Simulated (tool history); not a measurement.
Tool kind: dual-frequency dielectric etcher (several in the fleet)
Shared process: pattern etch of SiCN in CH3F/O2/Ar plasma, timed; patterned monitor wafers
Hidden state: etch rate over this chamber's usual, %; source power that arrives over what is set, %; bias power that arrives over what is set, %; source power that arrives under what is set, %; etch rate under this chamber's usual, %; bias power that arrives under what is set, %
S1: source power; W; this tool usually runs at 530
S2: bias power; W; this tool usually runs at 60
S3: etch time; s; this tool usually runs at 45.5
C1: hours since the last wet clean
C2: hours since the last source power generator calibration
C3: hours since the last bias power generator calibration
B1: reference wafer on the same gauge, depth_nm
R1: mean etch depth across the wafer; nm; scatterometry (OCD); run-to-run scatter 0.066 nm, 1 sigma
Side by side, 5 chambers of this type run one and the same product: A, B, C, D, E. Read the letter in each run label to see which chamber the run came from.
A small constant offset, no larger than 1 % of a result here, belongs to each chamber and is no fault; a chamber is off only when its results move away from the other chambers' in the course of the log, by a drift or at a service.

run 1D hour=12.9 | S1=530 S2=60 S3=45.5 | C1=444.7 C2=3651.0 C3=2603.5 | B1=21.278 | R1=17.737
run 2E hour=22.8 | S1=530 S2=60 S3=45.5 | C1=393.9 C2=2581.0 C3=1225.2 | B1=21.295 | R1=17.991
run 3C hour=31.8 | S1=530 S2=60 S3=45.5 | C1=319.7 C2=2597.7 C3=724.0 | B1=21.314 | R1=17.902
-- hour=36.8 chamber D: bias power generator calibrated
run 4A hour=42.9 | S1=530 S2=60 S3=45.5 | C1=137.4 C2=4342.8 C3=2842.1 | B1=21.288 | R1=17.902
run 5B hour=55.0 | S1=530 S2=60 S3=45.5 | C1=67.4 C2=123.0 C3=343.0 | B1=21.298 | R1=17.988
-- hour=58.8 chamber D: wet clean of the chamber
run 6C hour=64.1 | S1=530 S2=60 S3=45.5 | C1=352.0 C2=2630.0 C3=756.3 | B1=21.289 | R1=17.866
run 7B hour=77.2 | S1=530 S2=60 S3=45.5 | C1=89.6 C2=145.2 C3=365.2 | B1=21.302 | R1=17.807
run 8E hour=91.5 | S1=530 S2=60 S3=45.5 | C1=462.6 C2=2649.7 C3=1293.9 | B1=21.301 | R1=17.988
run 9A hour=99.2 | S1=530 S2=60 S3=45.5 | C1=193.7 C2=4399.1 C3=2898.4 | B1=21.309 | R1=17.863
run 10D hour=107.8 | S1=530 S2=60 S3=45.5 | C1=49.1 C2=3745.9 C3=71.1 | B1=21.298 | R1=17.723
run 11D hour=118.8 | S1=530 S2=60 S3=45.5 | C1=60.1 C2=3756.9 C3=82.1 | B1=21.300 | R1=17.745
run 12E hour=134.1 | S1=530 S2=60 S3=45.5 | C1=505.2 C2=2692.3 C3=1336.5 | B1=21.301 | R1=18.054
-- hour=145.1 chamber A: source power generator calibrated
run 13B hour=147.9 | S1=530 S2=60 S3=45.5 | C1=160.3 C2=215.9 C3=435.9 | B1=21.274 | R1=18.057
-- hour=157.3 chamber E: wet clean of the chamber
run 14C hour=163.3 | S1=630 S2=51 S3=45.5 | C1=451.2 C2=2729.2 C3=855.5 | B1=21.286 | R1=18.168
run 15A hour=171.6 | S1=630 S2=51 S3=45.5 | C1=266.1 C2=26.6 C3=2970.8 | B1=21.300 | R1=18.267
run 16A hour=185.2 | S1=630 S2=51 S3=45.5 | C1=279.7 C2=40.2 C3=2984.4 | B1=21.322 | R1=18.068
-- hour=192.0 chamber D: source power generator calibrated
run 17E hour=196.9 | S1=630 S2=51 S3=45.5 | C1=39.6 C2=2755.1 C3=1399.3 | B1=21.292 | R1=17.284
run 18D hour=209.5 | S1=630 S2=51 S3=45.5 | C1=150.8 C2=17.6 C3=172.8 | B1=21.289 | R1=18.127
run 19C hour=217.9 | S1=530 S2=60 S3=45.5 | C1=505.8 C2=2783.8 C3=910.1 | B1=21.287 | R1=17.887
run 20B hour=229.0 | S1=530 S2=60 S3=45.5 | C1=241.4 C2=297.0 C3=517.0 | B1=21.300 | R1=18.022
-- hour=229.4 chamber C: wet clean of the chamber
run 21D hour=244.0 | S1=530 S2=60 S3=52.5 | C1=185.3 C2=52.1 C3=207.3 | B1=21.326 | R1=20.661
run 22C hour=257.2 | S1=530 S2=60 S3=52.5 | C1=27.8 C2=2823.1 C3=949.4 | B1=21.298 | R1=20.686
run 23A hour=269.2 | S1=530 S2=60 S3=52.5 | C1=363.7 C2=124.2 C3=3068.4 | B1=21.310 | R1=20.640
run 24E hour=276.4 | S1=530 S2=60 S3=52.5 | C1=119.1 C2=2834.6 C3=1478.8 | B1=21.312 | R1=19.602
run 25B hour=287.0 | S1=530 S2=60 S3=52.5 | C1=299.4 C2=355.0 C3=575.0 | B1=21.299 | R1=20.499
run 26E hour=300.3 | S1=530 S2=60 S3=45.5 | C1=143.0 C2=2858.5 C3=1502.7 | B1=21.309 | R1=17.110
run 27C hour=307.9 | S1=530 S2=60 S3=45.5 | C1=78.5 C2=2873.8 C3=1000.1 | B1=21.297 | R1=17.837
run 28A hour=318.8 | S1=530 S2=60 S3=45.5 | C1=413.3 C2=173.8 C3=3118.0 | B1=21.298 | R1=17.935
run 29B hour=327.2 | S1=530 S2=60 S3=45.5 | C1=339.6 C2=395.2 C3=615.2 | B1=21.291 | R1=18.045
run 30D hour=338.8 | S1=470 S2=60 S3=56.0 | C1=280.1 C2=146.9 C3=302.1 | B1=21.293 | R1=20.912
run 31E hour=348.1 | S1=470 S2=60 S3=56.0 | C1=190.8 C2=2906.3 C3=1550.5 | B1=21.306 | R1=20.024
run 32B hour=357.9 | S1=470 S2=60 S3=56.0 | C1=370.3 C2=425.9 C3=645.9 | B1=21.289 | R1=20.977
run 33D hour=368.1 | S1=470 S2=60 S3=56.0 | C1=309.4 C2=176.2 C3=331.4 | B1=21.286 | R1=20.909
run 34A hour=377.4 | S1=470 S2=60 S3=56.0 | C1=471.9 C2=232.4 C3=3176.6 | B1=21.297 | R1=20.960
run 35C hour=392.0 | S1=630 S2=73 S3=45.5 | C1=162.6 C2=2957.9 C3=1084.2 | B1=21.302 | R1=20.444
run 36B hour=400.7 | S1=630 S2=73 S3=45.5 | C1=413.1 C2=468.7 C3=688.7 | B1=21.282 | R1=20.456
run 37D hour=411.0 | S1=630 S2=73 S3=45.5 | C1=352.3 C2=219.1 C3=374.3 | B1=21.312 | R1=20.226
run 38C hour=418.1 | S1=630 S2=73 S3=45.5 | C1=188.7 C2=2984.0 C3=1110.3 | B1=21.302 | R1=20.362
-- hour=429.6 chamber A: wet clean of the chamber
run 39E hour=430.4 | S1=630 S2=73 S3=45.5 | C1=273.1 C2=2988.6 C3=1632.8 | B1=21.275 | R1=19.413
run 40A hour=439.8 | S1=530 S2=60 S3=45.5 | C1=10.2 C2=294.8 C3=3239.0 | B1=21.291 | R1=17.935
run 41E hour=454.9 | S1=530 S2=60 S3=45.5 | C1=297.6 C2=3013.1 C3=1657.3 | B1=21.278 | R1=17.066
run 42B hour=465.6 | S1=530 S2=60 S3=45.5 | C1=478.0 C2=533.6 C3=753.6 | B1=21.300 | R1=17.861
run 43C hour=479.2 | S1=530 S2=60 S3=45.5 | C1=249.8 C2=3045.1 C3=1171.4 | B1=21.302 | R1=17.931
run 44A hour=492.4 | S1=650 S2=60 S3=45.5 | C1=62.8 C2=347.4 C3=3291.6 | B1=21.280 | R1=19.327

Predict what each chamber gives when all 5 of them run the settings below next.
run 45A hour=503.5 | S1=530 S2=60 S3=45.5 | R1=?
run 45B hour=503.5 | S1=530 S2=60 S3=45.5 | R1=?
run 45C hour=503.5 | S1=530 S2=60 S3=45.5 | R1=?
run 45D hour=503.5 | S1=530 S2=60 S3=45.5 | R1=?
run 45E hour=503.5 | S1=530 S2=60 S3=45.5 | R1=?

run=45A R1=17.940
run=45B R1=17.941
run=45C R1=18.006
run=45D R1=17.778
run=45E R1=17.124
